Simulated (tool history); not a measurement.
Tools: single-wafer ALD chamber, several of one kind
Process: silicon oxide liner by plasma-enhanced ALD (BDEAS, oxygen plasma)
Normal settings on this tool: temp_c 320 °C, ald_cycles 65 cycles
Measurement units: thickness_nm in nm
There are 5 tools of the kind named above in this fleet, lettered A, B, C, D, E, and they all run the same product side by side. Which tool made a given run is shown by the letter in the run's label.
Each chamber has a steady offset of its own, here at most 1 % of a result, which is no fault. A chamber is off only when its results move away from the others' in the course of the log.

run,hour,temp_c,ald_cycles,hours since the last thermocouple change,"read-back reference wafer on the same gauge, thickness_nm",thickness_nm
1E,8.1,320,65,2210.6,6.291,5.8399
2C,19.9,320,65,521.1,6.2917,5.8922
3B,30.2,320,65,632,6.2893,5.9141
4D,39.3,320,65,437.2,6.293,5.8748
5A,51.4,313,74,983.2,6.2876,6.7855
6A,61.7,313,74,993.5,6.2876,6.7984
7C,71.9,313,74,573.1,6.2897,6.809
8D,83.7,313,74,481.6,6.2941,6.7368
9E,95.8,313,74,2298.3,6.2876,6.702
10B,103.5,320,65,705.3,6.2847,5.9428
11A,109.8,320,65,1041.6,6.2895,5.9412
12B,117.8,320,65,719.6,6.2918,5.917
13D,130.2,320,65,528.1,6.2901,5.8917
14E,142.2,320,65,2344.7,6.2893,5.8454
15C,149.4,320,65,650.6,6.289,5.9156
16A,158.3,320,65,1090.1,6.2904,5.9211
17D,169.2,320,65,567.1,6.2927,5.9022
18C,176.6,320,65,677.8,6.292,5.9272
19E,186.4,311,75,2388.9,6.2939,6.8375
20B,193.6,311,75,795.4,6.2907,6.9419
21A,206.6,311,75,1138.4,6.2901,6.9205
# hour 214.2: chamber E: thermocouple changed; heater temperature recalibrated
22D,217.7,311,75,615.6,6.2896,6.8638
23C,225.1,311,75,726.3,6.2884,6.9313
24E,232.2,320,65,18.1,6.2878,5.856
25B,239.4,320,65,841.2,6.2927,5.9432
26B,245.1,320,65,846.9,6.2874,5.9222
27A,254.8,320,65,1186.6,6.2866,5.9475
28D,263.5,320,65,661.4,6.2926,5.8967
29C,269.8,320,72,771,6.2866,6.5631
30E,277.7,320,72,63.6,6.2854,6.5069
31A,286.9,320,72,1218.7,6.2917,6.5555
32D,296.8,320,72,694.7,6.2893,6.5521
33C,304.6,320,72,805.8,6.2847,6.5253
34E,314.2,320,65,100.1,6.2892,5.8559
35B,325.2,320,71,927,6.2907,6.4581
36B,332.1,320,71,933.9,6.29,6.4897
37E,338.4,320,71,124.3,6.2906,6.4154
38D,345,320,71,742.9,6.2903,6.4347
39A,352.7,320,71,1284.5,6.2919,6.4659
40C,363.8,320,65,865,6.2929,5.9258
41E,376.5,320,65,162.4,6.2891,5.8577
42A,384.6,320,65,1316.4,6.2965,5.8842
43B,391.7,312,58,993.5,6.2914,5.3437
44C,398.7,312,58,899.9,6.2847,5.337

Each of the 5 chambers runs these same settings next. Fill in every chamber's results:
45A,408.1,320,65,,,?
45B,408.1,320,65,,,?
45C,408.1,320,65,,,?
45D,408.1,320,65,,,?
45E,408.1,320,65,,,?

run,thickness_nm
45A,5.9244
45B,5.9244
45C,5.9105
45D,5.8851
45E,5.8446

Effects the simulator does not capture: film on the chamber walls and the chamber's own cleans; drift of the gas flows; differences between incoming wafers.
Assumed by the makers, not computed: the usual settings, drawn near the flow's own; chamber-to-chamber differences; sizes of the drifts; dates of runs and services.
